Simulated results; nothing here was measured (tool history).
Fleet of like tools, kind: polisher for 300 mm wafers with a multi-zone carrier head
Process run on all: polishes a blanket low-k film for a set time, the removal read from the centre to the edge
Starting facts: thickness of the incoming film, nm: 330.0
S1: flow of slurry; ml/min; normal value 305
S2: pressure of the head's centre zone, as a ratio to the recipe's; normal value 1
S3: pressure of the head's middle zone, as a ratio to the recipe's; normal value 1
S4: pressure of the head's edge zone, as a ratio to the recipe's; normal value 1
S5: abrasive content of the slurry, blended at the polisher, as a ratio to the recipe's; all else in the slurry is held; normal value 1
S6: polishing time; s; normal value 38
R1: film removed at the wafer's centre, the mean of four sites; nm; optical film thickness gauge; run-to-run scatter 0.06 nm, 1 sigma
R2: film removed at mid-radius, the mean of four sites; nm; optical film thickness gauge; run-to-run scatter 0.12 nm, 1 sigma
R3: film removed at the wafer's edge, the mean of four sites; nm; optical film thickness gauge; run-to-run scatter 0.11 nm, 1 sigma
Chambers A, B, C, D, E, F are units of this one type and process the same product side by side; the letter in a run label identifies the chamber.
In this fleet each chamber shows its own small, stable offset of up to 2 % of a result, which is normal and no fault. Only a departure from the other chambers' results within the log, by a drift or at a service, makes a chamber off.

Run 1A, hour 7.6: usual settings. Result: R1 7.6395 nm, R2 7.6666 nm, R3 7.8274 nm.
At hour 11.5: chamber B: worn pad replaced by a new one.
At hour 12.3: chamber D: worn pad replaced by a new one.
Run 2E, hour 12.7: usual settings. Result: R1 7.7623 nm, R2 7.9538 nm, R3 7.8881 nm.
At hour 19.2: chamber D: slurry nozzle cleaned.
Run 3F, hour 22.7: usual settings. Result: R1 7.6983 nm, R2 7.739 nm, R3 7.7834 nm.
Run 4D, hour 32.1: usual settings. Result: R1 7.5999 nm, R2 8.0272 nm, R3 7.8873 nm.
At hour 32.3: chamber F: worn pad replaced by a new one.
Run 5B, hour 43.7: usual settings. Result: R1 7.6548 nm, R2 7.5831 nm, R3 7.7152 nm.
At hour 47.5: chamber A: worn pad replaced by a new one.
Run 6C, hour 50.1: usual settings. Result: R1 7.8253 nm, R2 7.5825 nm, R3 7.674 nm.
At hour 58.6: chamber C: worn pad replaced by a new one.
Run 7D, hour 59.5: usual settings. Result: R1 7.7546 nm, R2 7.9395 nm, R3 7.8301 nm.
At hour 66.6: chamber D: worn pad replaced by a new one.
Run 8E, hour 68.5: usual settings. Result: R1 7.8573 nm, R2 7.6649 nm, R3 7.7518 nm.
Run 9B, hour 77.1: usual settings. Result: R1 7.6752 nm, R2 7.538 nm, R3 7.7359 nm.
At hour 78.2: chamber E: worn pad replaced by a new one.
Run 10F, hour 86.1: usual settings but S3 1.04. Result: R1 7.6985 nm, R2 7.9187 nm, R3 7.8206 nm.
At hour 92.9: chamber F: slurry nozzle cleaned.
Run 11A, hour 95.1: usual settings but S3 1.04. Result: R1 7.64 nm, R2 7.9819 nm, R3 7.6413 nm.
Run 12C, hour 100.8: usual settings but S3 1.04. Result: R1 7.7041 nm, R2 8.0866 nm, R3 7.6956 nm.
At hour 103.2: chamber F: worn pad replaced by a new one.
Run 13F, hour 110.8: usual settings but S3 1.04. Result: R1 7.8325 nm, R2 8.1402 nm, R3 7.758 nm.
Run 14E, hour 116.7: usual settings but S3 1.04. Result: R1 7.8525 nm, R2 8.036 nm, R3 7.6821 nm.
At hour 120.5: chamber C: worn pad replaced by a new one.
Run 15B, hour 123.7: usual settings but S3 1.04. Result: R1 7.6212 nm, R2 7.7833 nm, R3 7.7084 nm.
At hour 128: chamber D: worn pad replaced by a new one.
At hour 128.4: chamber A: edge zone pressure recalibrated.
Run 16C, hour 129.4: usual settings. Result: R1 7.7188 nm, R2 7.9158 nm, R3 7.7975 nm.
At hour 131.8: chamber A: worn pad replaced by a new one.
At hour 134: chamber B: worn pad replaced by a new one.
Run 17A, hour 139: usual settings. Result: R1 7.7476 nm, R2 7.6881 nm, R3 7.6742 nm.
At hour 146.1: chamber A: slurry nozzle cleaned.
Run 18D, hour 148.5: usual settings. Result: R1 7.6546 nm, R2 7.7562 nm, R3 7.8132 nm.
Run 19D, hour 155.8: usual settings. Result: R1 7.7135 nm, R2 8.0851 nm, R3 7.9817 nm.
Run 20F, hour 162.5: usual settings. Result: R1 7.8024 nm, R2 7.764 nm, R3 7.8837 nm.
At hour 166.5: chamber F: worn pad replaced by a new one.
Run 21A, hour 168.3: usual settings but S2 0.94, S5 0.8. Result: R1 6.4798 nm, R2 7.0664 nm, R3 6.8651 nm.
Run 22C, hour 176.3: usual settings but S2 0.94, S5 0.8. Result: R1 6.5453 nm, R2 6.9029 nm, R3 6.8622 nm.
At hour 176.7: chamber C: worn pad replaced by a new one.
At hour 180.2: chamber C: centre zone pressure recalibrated.
At hour 180.8: chamber E: worn pad replaced by a new one.
At hour 182: chamber D: worn pad replaced by a new one.
At hour 182.3: chamber E: centre zone pressure recalibrated.
Run 23B, hour 182.8: usual settings but S2 0.94, S5 0.8. Result: R1 6.3355 nm, R2 6.7966 nm, R3 7.1202 nm.
At hour 187.1: chamber B: slurry nozzle cleaned.
Run 24E, hour 188.6: usual settings but S2 0.94, S5 0.8. Result: R1 6.6244 nm, R2 6.8934 nm, R3 7.0652 nm.
Run 25A, hour 198.7: usual settings but S2 0.94, S5 0.8. Result: R1 6.4594 nm, R2 7.0745 nm, R3 6.8272 nm.
Run 26B, hour 209.2: usual settings but S2 0.94, S5 0.8. Result: R1 6.3561 nm, R2 6.9393 nm, R3 6.8587 nm.
At hour 215.4: chamber A: worn pad replaced by a new one.
At hour 217.8: chamber E: slurry nozzle cleaned.
Run 27D, hour 219.6: usual settings. Result: R1 7.6407 nm, R2 7.9189 nm, R3 7.7607 nm.
At hour 228.2: chamber F: worn pad replaced by a new one.
Run 28E, hour 229.5: usual settings. Result: R1 7.8428 nm, R2 7.6306 nm, R3 7.9182 nm.
At hour 235.9: chamber B: worn pad replaced by a new one.
At hour 237.3: chamber C: worn pad replaced by a new one.
Run 29F, hour 239.4: usual settings. Result: R1 7.8271 nm, R2 7.5568 nm, R3 7.847 nm.
At hour 241.5: chamber D: worn pad replaced by a new one.
Run 30C, hour 249: usual settings. Result: R1 7.1595 nm, R2 7.7081 nm, R3 7.8373 nm.
Run 31A, hour 254.2: usual settings. Result: R1 7.7016 nm, R2 7.5638 nm, R3 7.6393 nm.
Run 32E, hour 261.7: usual settings. Result: R1 7.7642 nm, R2 7.6617 nm, R3 7.7105 nm.
Run 33D, hour 268.4: usual settings. Result: R1 7.7381 nm, R2 7.8644 nm, R3 7.9604 nm.
Run 34F, hour 277.7: usual settings. Result: R1 7.8391 nm, R2 7.794 nm, R3 7.7818 nm.
Run 35B, hour 289.2: usual settings. Result: R1 7.6814 nm, R2 7.7049 nm, R3 7.868 nm.
At hour 292.1: chamber C: worn pad replaced by a new one.
Run 36C, hour 296.4: usual settings. Result: R1 7.2516 nm, R2 7.6038 nm, R3 7.8274 nm.
Run 37B, hour 304.2: usual settings. Result: R1 7.7048 nm, R2 7.8319 nm, R3 7.7171 nm.

Is one chamber off against the others, does the gauge drift, or is nothing wrong? If a chamber is off, say which, and what the likeliest cause is.

After it was serviced, chamber C no longer matches the other chambers.
Most likely cause: centre zone's pressure below its setpoint, % = 6.94.

Which of the 4 candidates below, each the usual settings with something changed and its results left as question marks, puts chamber C back in line with what the other chambers give on the usual settings?
Allowed miss from the other chambers' usual-settings mean, per result, to count as in line: R1 0.21 nm; R2 0.4 nm; R3 0.4 nm
Run 38C-1, hour 312.5: usual settings but S1 300 ml/min, S2 0.94, S4 1.03. Result: R1 ?, R2 ?, R3 ?.
Run 38C-2, hour 312.5: usual settings but S1 310 ml/min, S2 1.06, S4 0.97. Result: R1 ?, R2 ?, R3 ?.
Run 38C-3, hour 312.5: usual settings but S1 315 ml/min, S2 1.11, S4 0.95. Result: R1 ?, R2 ?, R3 ?.
Run 38C-4, hour 312.5: usual settings but S1 300 ml/min, S2 0.9, S4 1.04. Result: R1 ?, R2 ?, R3 ?.

What the other chambers average on the usual settings: R1 7.727 nm; R2 7.7307 nm; R3 7.7539 nm
  run      R1      R2      R3
38C-1  6.6575  7.7036   7.965
38C-2  7.6432  7.7238  7.7381
38C-3  8.0576  7.7337  7.6648
38C-4  6.3378  7.7052  8.0059
38C-2 is the one that brings the chamber's results back in line with the other chambers.
